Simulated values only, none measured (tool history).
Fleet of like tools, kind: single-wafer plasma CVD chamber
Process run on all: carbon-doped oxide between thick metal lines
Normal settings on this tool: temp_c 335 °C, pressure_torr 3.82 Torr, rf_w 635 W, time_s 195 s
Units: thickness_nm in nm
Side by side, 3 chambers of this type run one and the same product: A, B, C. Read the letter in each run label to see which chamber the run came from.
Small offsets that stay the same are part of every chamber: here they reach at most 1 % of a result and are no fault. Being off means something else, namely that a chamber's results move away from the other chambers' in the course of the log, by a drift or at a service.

run   hour  temp_c  pressure_torr  rf_w  time_s  read-back reference wafer on the same gauge, thickness_nm  thickness_nm
 1A    5.5     335           3.82   635     195                                                     1120.0        1127.1
 2B   11.5     335           3.82   635     195                                                     1120.3        1138.6
 3C   16.4     335           3.82   635     195                                                     1120.1        1143.6
 4C   21.7     335           3.82   635     195                                                     1119.7        1143.3
 5A   26.9     335           3.82   635     195                                                     1120.1        1131.5
 6B   30.9     335           3.82   635     195                                                     1120.4        1140.2
 7A   38.6     335           3.82   635     195                                                     1120.0        1124.7
 8C   45.8     335           3.82   635     195                                                     1119.5        1142.8
 9B   53.8     335           3.82   635     195                                                     1120.5        1143.5
10C   60.5     335           3.82   635     195                                                     1119.3        1140.8
11A   66.6     335           3.82   635     195                                                     1120.1        1130.6
12B   75.0     335           3.82   635     195                                                     1119.8        1144.0
13B   79.5     346           3.82   635     195                                                     1119.8        1098.0
14C   86.8     346           3.82   635     195                                                     1119.5        1113.8
15A   92.7     346           3.82   635     195                                                     1120.5        1096.1
16A   99.2     335           3.82   635     195                                                     1119.8        1127.8
17B  106.7     335           3.82   635     195                                                     1120.5        1137.6
18C  114.1     335           3.82   635     195                                                     1120.6        1159.0
19B  120.0     335           3.82   635     195                                                     1120.8        1145.7
20A  128.2     335           3.82   635     195                                                     1120.0        1129.8
21C  134.7     335           3.82   635     195                                                     1120.2        1152.9
22B  140.0     335           4.63   635     195                                                     1120.2        1169.4
23A  148.3     335           4.63   635     195                                                     1119.8        1162.4

For the next run the whole fleet of 3 chambers uses the same settings. Give each chamber's results:
24A  154.5     335           3.82   635     195                                                                        ?
24B  154.5     335           3.82   635     195                                                                        ?
24C  154.5     335           3.82   635     195                                                                        ?

run  thickness_nm
24A        1132.9
24B        1137.2
24C        1167.2

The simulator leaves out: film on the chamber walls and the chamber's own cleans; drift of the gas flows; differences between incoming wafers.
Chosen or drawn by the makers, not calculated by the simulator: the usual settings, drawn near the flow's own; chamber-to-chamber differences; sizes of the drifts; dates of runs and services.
